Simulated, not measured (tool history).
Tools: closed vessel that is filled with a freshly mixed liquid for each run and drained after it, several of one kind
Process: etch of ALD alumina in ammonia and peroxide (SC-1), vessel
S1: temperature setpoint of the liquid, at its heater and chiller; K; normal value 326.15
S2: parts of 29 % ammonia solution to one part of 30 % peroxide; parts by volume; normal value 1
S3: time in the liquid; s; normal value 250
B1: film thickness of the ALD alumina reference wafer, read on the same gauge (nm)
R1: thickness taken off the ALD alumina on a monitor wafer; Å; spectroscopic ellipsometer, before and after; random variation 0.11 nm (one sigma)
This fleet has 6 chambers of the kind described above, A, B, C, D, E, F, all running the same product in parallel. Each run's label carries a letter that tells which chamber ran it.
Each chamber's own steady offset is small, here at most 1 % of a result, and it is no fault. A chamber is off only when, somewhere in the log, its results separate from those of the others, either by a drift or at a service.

run	hour	S1	S2	S3	B1	R1
1D	6.5	326.15	1	250	120.04	188.71
2E	15.4	326.15	1	250	120.02	191.71
# hour 24.9: chamber F: new drum of ammonia solution connected
3F	25.4	326.15	1	250	120	194.1
4A	32.5	326.15	1	250	120	190.43
5C	42.1	326.15	1	250	119.99	189.67
6B	47.6	326.15	1	250	120.03	188.3
7E	56.7	326.15	1.2	250	120.02	195.5
8A	68.1	326.15	1.2	250	119.99	193.21
# hour 68.8: chamber D: new drum of ammonia solution connected
9F	75	326.15	1.2	250	120.01	196.41
10B	83	326.15	1.2	250	120	190.85
11D	91.5	326.15	1.2	250	120	193.92
# hour 92.4: chamber D: thermometer replaced
12C	98.5	326.15	1.2	250	120.02	196.59
13C	109.7	326.15	1	250	119.99	188.34
14A	122	326.15	1	250	120	188.98
15E	133.3	326.15	1	250	120.01	189.15
16F	140	326.15	1	250	120	190.36
17D	146.2	326.15	1	250	119.99	189.91
18B	157.1	326.15	1	250	120.02	188.48
# hour 162.8: chamber C: thermometer replaced
19D	166.8	326.15	1	250	120	190.78
20F	173.9	326.15	1	250	120	191
21E	183.9	326.15	1	250	120.02	191.53
22B	189.8	326.15	1	250	120.01	183.78
23C	197.1	326.15	1	250	120.01	189.23
# hour 204.6: chamber A: new drum of ammonia solution connected
24A	207.5	329.65	1.15	250	119.98	234.65
# hour 213.5: chamber B: new drum of ammonia solution connected
25B	218.6	329.65	1.15	250	119.99	223.15
# hour 227.4: chamber E: new drum of ammonia solution connected
26D	227.8	329.65	1.15	250	120.02	233.2
27A	238.9	329.65	1.15	250	120	232.62
# hour 243.8: chamber C: new drum of ammonia solution connected
28E	248.1	329.65	1.15	250	120	233.61
# hour 251.1: chamber D: new drum of ammonia solution connected
29C	257.8	329.65	1.15	250	119.97	233.12
30F	268.2	326.15	1	250	119.97	192.04
31C	278.5	326.15	1	250	119.96	188.61
32F	286.6	326.15	1	250	120.01	190.05
33A	294.9	326.15	1	250	120	188.95
34D	305.9	317.65	0.7	250	119.99	113.22
35B	318.1	317.65	0.7	250	119.99	108.56
36E	326.4	317.65	0.7	250	119.99	115.7

Predict what each chamber gives when all 6 of them run the settings below next.
37A	335.2	326.15	1	250		?
37B	335.2	326.15	1	250		?
37C	335.2	326.15	1	250		?
37D	335.2	326.15	1	250		?
37E	335.2	326.15	1	250		?
37F	335.2	326.15	1	250		?

run	R1
37A	190.1
37B	178.32
37C	191.65
37D	190.86
37E	193.45
37F	189.86
